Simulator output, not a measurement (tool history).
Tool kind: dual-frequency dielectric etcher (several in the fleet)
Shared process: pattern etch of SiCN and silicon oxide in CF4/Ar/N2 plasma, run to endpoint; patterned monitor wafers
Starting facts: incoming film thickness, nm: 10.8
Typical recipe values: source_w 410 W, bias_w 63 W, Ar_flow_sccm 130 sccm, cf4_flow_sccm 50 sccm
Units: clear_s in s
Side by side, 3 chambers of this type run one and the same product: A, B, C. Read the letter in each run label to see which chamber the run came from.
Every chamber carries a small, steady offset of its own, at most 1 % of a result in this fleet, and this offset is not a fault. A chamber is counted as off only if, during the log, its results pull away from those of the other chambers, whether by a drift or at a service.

Run 1C, hour 7.6: usual settings. Result: clear_s 15.598 s.
Run 2B, hour 12.5: usual settings. Result: clear_s 15.710 s.
Run 3A, hour 21.8: usual settings. Result: clear_s 16.002 s.
Run 4A, hour 31.9: usual settings. Result: clear_s 15.892 s.
Run 5C, hour 39.6: usual settings. Result: clear_s 15.705 s.
Run 6B, hour 47.6: usual settings. Result: clear_s 15.799 s.
Run 7A, hour 58.1: usual settings. Result: clear_s 15.740 s.
Run 8C, hour 63.0: usual settings. Result: clear_s 15.688 s.
Run 9B, hour 68.9: usual settings. Result: clear_s 15.729 s.
Run 10A, hour 75.8: usual settings. Result: clear_s 15.793 s.
Run 11C, hour 84.7: usual settings. Result: clear_s 15.568 s.
Run 12B, hour 94.7: usual settings. Result: clear_s 15.793 s.
Run 13A, hour 102.1: usual settings. Result: clear_s 15.869 s.
Run 14C, hour 113.0: usual settings. Result: clear_s 15.735 s.
Run 15B, hour 121.8: usual settings. Result: clear_s 15.840 s.
Run 16B, hour 126.9: usual settings. Result: clear_s 15.832 s.
Run 17C, hour 136.2: usual settings but source_w 370 W, cf4_flow_sccm 45 sccm. Result: clear_s 17.337 s.
Run 18A, hour 141.1: usual settings but source_w 370 W, cf4_flow_sccm 45 sccm. Result: clear_s 17.671 s.
Run 19B, hour 146.1: usual settings but source_w 370 W, cf4_flow_sccm 45 sccm. Result: clear_s 17.603 s.
Run 20A, hour 154.4: usual settings. Result: clear_s 15.913 s.
Run 21C, hour 163.1: usual settings. Result: clear_s 15.710 s.
Run 22B, hour 172.5: usual settings. Result: clear_s 15.717 s.
Run 23C, hour 178.3: usual settings. Result: clear_s 15.623 s.
Run 24A, hour 183.2: usual settings. Result: clear_s 15.738 s.

Next, every chamber runs the same settings. What will each give?
Run 25A, hour 191.0: usual settings. Result: clear_s ?.
Run 25B, hour 191.0: usual settings. Result: clear_s ?.
Run 25C, hour 191.0: usual settings. Result: clear_s ?.

run  clear_s
25A   15.916
25B   15.836
25C   15.675
